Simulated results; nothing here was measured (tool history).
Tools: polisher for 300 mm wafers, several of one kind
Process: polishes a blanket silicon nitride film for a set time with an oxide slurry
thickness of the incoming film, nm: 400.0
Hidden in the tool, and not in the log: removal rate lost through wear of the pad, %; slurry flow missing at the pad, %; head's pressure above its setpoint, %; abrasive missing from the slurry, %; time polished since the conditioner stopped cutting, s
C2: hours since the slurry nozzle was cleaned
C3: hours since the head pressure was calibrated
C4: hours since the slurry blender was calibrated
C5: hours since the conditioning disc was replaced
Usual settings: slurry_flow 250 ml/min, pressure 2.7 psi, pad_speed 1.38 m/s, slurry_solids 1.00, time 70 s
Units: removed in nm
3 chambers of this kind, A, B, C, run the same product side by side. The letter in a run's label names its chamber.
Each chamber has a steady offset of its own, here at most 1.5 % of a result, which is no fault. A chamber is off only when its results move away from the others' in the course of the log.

run 1A hour=8.1 | slurry_flow=250 pressure=2.7 pad_speed=1.38 slurry_solids=1.00 time=70 | wafers_polished_on_this_pad=442 C2=386.6 C3=238.4 C4=322.9 C5=98.8 | removed=38.131
run 2B hour=14.5 | slurry_flow=250 pressure=2.7 pad_speed=1.38 slurry_solids=1.00 time=70 | wafers_polished_on_this_pad=543 C2=334.6 C3=163.2 C4=57.1 C5=183.8 | removed=38.387
run 3C hour=21.8 | slurry_flow=250 pressure=2.7 pad_speed=1.38 slurry_solids=1.00 time=70 | wafers_polished_on_this_pad=641 C2=371.7 C3=423.6 C4=185.4 C5=166.8 | removed=37.551
run 4C hour=27.6 | slurry_flow=250 pressure=2.7 pad_speed=1.38 slurry_solids=1.00 time=70 | wafers_polished_on_this_pad=686 C2=377.5 C3=429.4 C4=191.2 C5=172.6 | removed=37.143
run 5A hour=34.9 | slurry_flow=250 pressure=3.3 pad_speed=1.38 slurry_solids=1.00 time=70 | wafers_polished_on_this_pad=649 C2=413.4 C3=265.2 C4=349.7 C5=125.6 | removed=46.166
run 6B hour=41.7 | slurry_flow=250 pressure=3.3 pad_speed=1.38 slurry_solids=1.00 time=70 | wafers_polished_on_this_pad=753 C2=361.8 C3=190.4 C4=84.3 C5=211.0 | removed=47.175
run 7B hour=49.7 | slurry_flow=250 pressure=3.3 pad_speed=1.38 slurry_solids=1.00 time=70 | wafers_polished_on_this_pad=814 C2=369.8 C3=198.4 C4=92.3 C5=219.0 | removed=45.658
-- hour=49.9 chamber B: conditioning disc replaced and pad reconditioned
-- hour=51.4 chamber B: worn pad replaced by a new one
-- hour=56.6 chamber A: conditioning disc replaced and pad reconditioned
run 8A hour=56.6 | slurry_flow=250 pressure=2.7 pad_speed=1.38 slurry_solids=1.00 time=70 | wafers_polished_on_this_pad=817 C2=435.1 C3=286.9 C4=371.4 C5=0.0 | removed=37.499
run 9C hour=64.2 | slurry_flow=250 pressure=2.7 pad_speed=1.38 slurry_solids=1.00 time=70 | wafers_polished_on_this_pad=968 C2=414.1 C3=466.0 C4=227.8 C5=209.2 | removed=37.010
run 10A hour=72.5 | slurry_flow=250 pressure=2.7 pad_speed=1.38 slurry_solids=1.00 time=70 | wafers_polished_on_this_pad=939 C2=451.0 C3=302.8 C4=387.3 C5=15.9 | removed=38.015
run 11C hour=80.6 | slurry_flow=250 pressure=2.7 pad_speed=1.70 slurry_solids=1.00 time=70 | wafers_polished_on_this_pad=1095 C2=430.5 C3=482.4 C4=244.2 C5=225.6 | removed=44.321
run 12B hour=87.9 | slurry_flow=250 pressure=2.7 pad_speed=1.70 slurry_solids=1.00 time=70 | wafers_polished_on_this_pad=282 C2=408.0 C3=236.6 C4=130.5 C5=38.0 | removed=44.589
run 13C hour=93.4 | slurry_flow=250 pressure=2.7 pad_speed=1.70 slurry_solids=1.00 time=70 | wafers_polished_on_this_pad=1194 C2=443.3 C3=495.2 C4=257.0 C5=238.4 | removed=44.921
-- hour=94.1 chamber C: worn pad replaced by a new one
run 14B hour=97.2 | slurry_flow=210 pressure=2.7 pad_speed=1.38 slurry_solids=0.85 time=70 | wafers_polished_on_this_pad=354 C2=417.3 C3=245.9 C4=139.8 C5=47.3 | removed=34.946
-- hour=99.8 chamber A: head pressure recalibrated
run 15A hour=103.6 | slurry_flow=210 pressure=2.7 pad_speed=1.38 slurry_solids=0.85 time=70 | wafers_polished_on_this_pad=1180 C2=482.1 C3=3.9 C4=418.4 C5=47.0 | removed=37.458
-- hour=106.7 chamber A: worn pad replaced by a new one
run 16A hour=109.5 | slurry_flow=210 pressure=2.7 pad_speed=1.38 slurry_solids=0.85 time=70 | wafers_polished_on_this_pad=21 C2=488.0 C3=9.8 C4=424.3 C5=52.9 | removed=37.267
run 17B hour=114.7 | slurry_flow=290 pressure=2.7 pad_speed=1.38 slurry_solids=1.00 time=48 | wafers_polished_on_this_pad=489 C2=434.8 C3=263.4 C4=157.3 C5=64.8 | removed=26.134
-- hour=119.0 chamber C: conditioning disc replaced and pad reconditioned
run 18C hour=121.9 | slurry_flow=290 pressure=2.7 pad_speed=1.38 slurry_solids=1.00 time=48 | wafers_polished_on_this_pad=214 C2=471.8 C3=523.7 C4=285.5 C5=3.0 | removed=25.739
run 19B hour=129.1 | slurry_flow=290 pressure=2.7 pad_speed=1.38 slurry_solids=1.00 time=48 | wafers_polished_on_this_pad=600 C2=449.2 C3=277.8 C4=171.7 C5=79.2 | removed=26.541
run 20A hour=133.3 | slurry_flow=250 pressure=2.7 pad_speed=1.38 slurry_solids=1.00 time=70 | wafers_polished_on_this_pad=205 C2=511.8 C3=33.6 C4=448.1 C5=76.7 | removed=41.462
-- hour=133.9 chamber A: slurry blender recalibrated
run 21C hour=138.0 | slurry_flow=250 pressure=2.7 pad_speed=1.38 slurry_solids=1.00 time=70 | wafers_polished_on_this_pad=339 C2=487.9 C3=539.8 C4=301.6 C5=19.1 | removed=37.633
run 22A hour=142.3 | slurry_flow=250 pressure=2.7 pad_speed=1.38 slurry_solids=1.00 time=70 | wafers_polished_on_this_pad=274 C2=520.8 C3=42.6 C4=8.4 C5=85.7 | removed=42.088
-- hour=144.1 chamber B: worn pad replaced by a new one
run 23C hour=146.3 | slurry_flow=250 pressure=2.7 pad_speed=1.38 slurry_solids=1.00 time=70 | wafers_polished_on_this_pad=403 C2=496.2 C3=548.1 C4=309.9 C5=27.4 | removed=37.064
run 24B hour=154.3 | slurry_flow=250 pressure=2.7 pad_speed=1.38 slurry_solids=1.00 time=70 | wafers_polished_on_this_pad=79 C2=474.4 C3=303.0 C4=196.9 C5=104.4 | removed=38.367
run 25A hour=159.5 | slurry_flow=250 pressure=2.7 pad_speed=1.38 slurry_solids=1.00 time=70 | wafers_polished_on_this_pad=407 C2=538.0 C3=59.8 C4=25.6 C5=102.9 | removed=42.238
run 26C hour=163.4 | slurry_flow=250 pressure=2.7 pad_speed=1.38 slurry_solids=1.00 time=70 | wafers_polished_on_this_pad=535 C2=513.3 C3=565.2 C4=327.0 C5=44.5 | removed=37.522
run 27B hour=168.7 | slurry_flow=250 pressure=2.7 pad_speed=1.38 slurry_solids=1.00 time=70 | wafers_polished_on_this_pad=190 C2=488.8 C3=317.4 C4=211.3 C5=118.8 | removed=38.486
run 28B hour=174.1 | slurry_flow=250 pressure=2.7 pad_speed=1.38 slurry_solids=1.00 time=70 | wafers_polished_on_this_pad=232 C2=494.2 C3=322.8 C4=216.7 C5=124.2 | removed=38.595
-- hour=175.6 chamber B: slurry blender recalibrated
run 29A hour=178.6 | slurry_flow=250 pressure=2.7 pad_speed=1.38 slurry_solids=1.00 time=70 | wafers_polished_on_this_pad=555 C2=557.1 C3=78.9 C4=44.7 C5=122.0 | removed=40.839
run 30C hour=182.6 | slurry_flow=200 pressure=2.7 pad_speed=1.38 slurry_solids=1.00 time=70 | wafers_polished_on_this_pad=683 C2=532.5 C3=584.4 C4=346.2 C5=63.7 | removed=36.720
run 31A hour=189.1 | slurry_flow=200 pressure=2.7 pad_speed=1.38 slurry_solids=1.00 time=70 | wafers_polished_on_this_pad=636 C2=567.6 C3=89.4 C4=55.2 C5=132.5 | removed=40.387
-- hour=191.7 chamber C: slurry blender recalibrated
run 32C hour=195.8 | slurry_flow=200 pressure=2.7 pad_speed=1.38 slurry_solids=1.00 time=70 | wafers_polished_on_this_pad=785 C2=545.7 C3=597.6 C4=4.1 C5=76.9 | removed=36.709
run 33B hour=204.6 | slurry_flow=250 pressure=2.7 pad_speed=1.38 slurry_solids=1.00 time=70 | wafers_polished_on_this_pad=467 C2=524.7 C3=353.3 C4=29.1 C5=154.7 | removed=37.922
run 34B hour=212.3 | slurry_flow=250 pressure=2.7 pad_speed=1.38 slurry_solids=1.00 time=70 | wafers_polished_on_this_pad=527 C2=532.4 C3=361.0 C4=36.8 C5=162.4 | removed=37.712
run 35C hour=219.3 | slurry_flow=250 pressure=2.7 pad_speed=1.38 slurry_solids=1.00 time=70 | wafers_polished_on_this_pad=966 C2=569.2 C3=621.1 C4=27.6 C5=100.4 | removed=37.778

Next, every chamber runs the same settings. What will each give?
run 36A hour=225.6 | slurry_flow=285 pressure=2.7 pad_speed=1.38 slurry_solids=1.00 time=70 | removed=?
run 36B hour=225.6 | slurry_flow=285 pressure=2.7 pad_speed=1.38 slurry_solids=1.00 time=70 | removed=?
run 36C hour=225.6 | slurry_flow=285 pressure=2.7 pad_speed=1.38 slurry_solids=1.00 time=70 | removed=?

run=36A removed=42.713
run=36B removed=39.572
run=36C removed=37.332

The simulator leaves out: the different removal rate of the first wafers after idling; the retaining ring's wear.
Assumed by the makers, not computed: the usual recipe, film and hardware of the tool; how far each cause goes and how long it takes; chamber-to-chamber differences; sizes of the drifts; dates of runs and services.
